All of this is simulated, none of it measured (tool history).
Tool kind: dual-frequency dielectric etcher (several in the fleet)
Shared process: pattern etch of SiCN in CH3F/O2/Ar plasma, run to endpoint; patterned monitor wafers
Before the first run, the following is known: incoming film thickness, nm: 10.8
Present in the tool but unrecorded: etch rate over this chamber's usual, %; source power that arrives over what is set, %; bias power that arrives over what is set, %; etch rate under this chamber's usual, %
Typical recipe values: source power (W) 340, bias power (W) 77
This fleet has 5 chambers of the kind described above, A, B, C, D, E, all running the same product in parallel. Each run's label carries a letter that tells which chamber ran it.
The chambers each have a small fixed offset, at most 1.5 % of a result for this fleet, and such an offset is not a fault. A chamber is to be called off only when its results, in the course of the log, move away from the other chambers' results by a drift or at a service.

run,day,source power (W),bias power (W),hours since the last wet clean,hours since the last source power generator calibration,hours since the last bias power generator calibration,endpoint time (s)
1D,0.221,340,77,281.8,2140.6,3059.5,29.744
2C,0.362,340,77,137.8,2108.3,2166.8,29.494
3A,0.592,340,77,241.2,321.1,729.0,29.605
4E,0.779,340,77,134.3,710.7,3068.6,29.980
5B,1.042,370,87,80.3,2505.0,1239.7,27.719
6B,1.308,370,87,86.7,2511.4,1246.1,27.664
7C,1.571,370,87,166.8,2137.3,2195.8,27.393
8D,1.767,370,87,318.9,2177.7,3096.6,27.696
9A,1.917,370,87,273.0,352.9,760.8,27.269
10E,2.183,340,77,168.0,744.4,3102.3,29.924
11D,2.450,340,77,335.3,2194.1,3113.0,29.888
12C,2.712,340,77,194.2,2164.7,2223.2,29.777
13A,2.858,340,77,295.6,375.5,783.4,29.464
14E,3.021,340,77,188.1,764.5,3122.4,30.193
15B,3.246,340,77,133.2,2557.9,1292.6,29.895
16B,3.517,340,63,139.7,2564.4,1299.1,32.128
17C,3.729,340,63,218.6,2189.1,2247.6,31.728
18A,3.875,340,63,320.0,399.9,807.8,31.684
19D,4.125,340,63,375.5,2234.3,3153.2,32.217
20E,4.271,340,63,218.1,794.5,3152.4,32.145
21E,4.450,340,77,222.4,798.8,3156.7,30.048
22A,4.692,340,77,339.6,419.5,827.4,29.590
23B,4.929,340,77,173.6,2598.3,1333.0,29.852
24C,5.046,340,77,250.2,2220.7,2279.2,29.788
25D,5.212,340,77,401.6,2260.4,3179.3,29.760
26C,5.442,340,77,259.7,2230.2,2288.7,29.621
27D,5.704,340,77,413.4,2272.2,3191.1,29.811
28B,5.929,340,77,197.6,2622.3,1357.0,29.670
# day 5.950: chamber D: wet clean of the chamber
29A,6.158,340,77,374.8,454.7,862.6,29.440
30E,6.383,340,83,268.8,845.2,3203.1,29.192
31C,6.512,340,83,285.4,2255.9,2314.4,28.601
32B,6.671,340,83,215.4,2640.1,1374.8,29.010
33D,6.900,340,83,22.9,2300.9,3219.8,28.966
34E,7.050,340,83,284.8,861.2,3219.1,29.201
35A,7.171,340,77,399.1,479.0,886.9,29.601
36E,7.362,310,77,292.3,868.7,3226.6,31.067
37A,7.588,310,77,409.1,489.0,896.9,30.505
38C,7.858,310,77,317.7,2288.2,2346.7,30.610
39D,8.088,310,77,51.4,2329.4,3248.3,30.752
40B,8.342,310,77,255.5,2680.2,1414.9,30.789
41C,8.462,340,77,332.2,2302.7,2361.2,29.703
42D,8.629,340,77,64.4,2342.4,3261.3,29.845
43E,8.879,340,77,328.7,905.1,3263.0,30.035

Next, all 5 chambers run the settings below, one line each with question marks for the results. What does each chamber give?
44A,9.075,340,63,,,,?
44B,9.075,340,63,,,,?
44C,9.075,340,63,,,,?
44D,9.075,340,63,,,,?
44E,9.075,340,63,,,,?

run,endpoint time (s)
44A,31.585
44B,32.098
44C,31.789
44D,31.898
44E,32.221
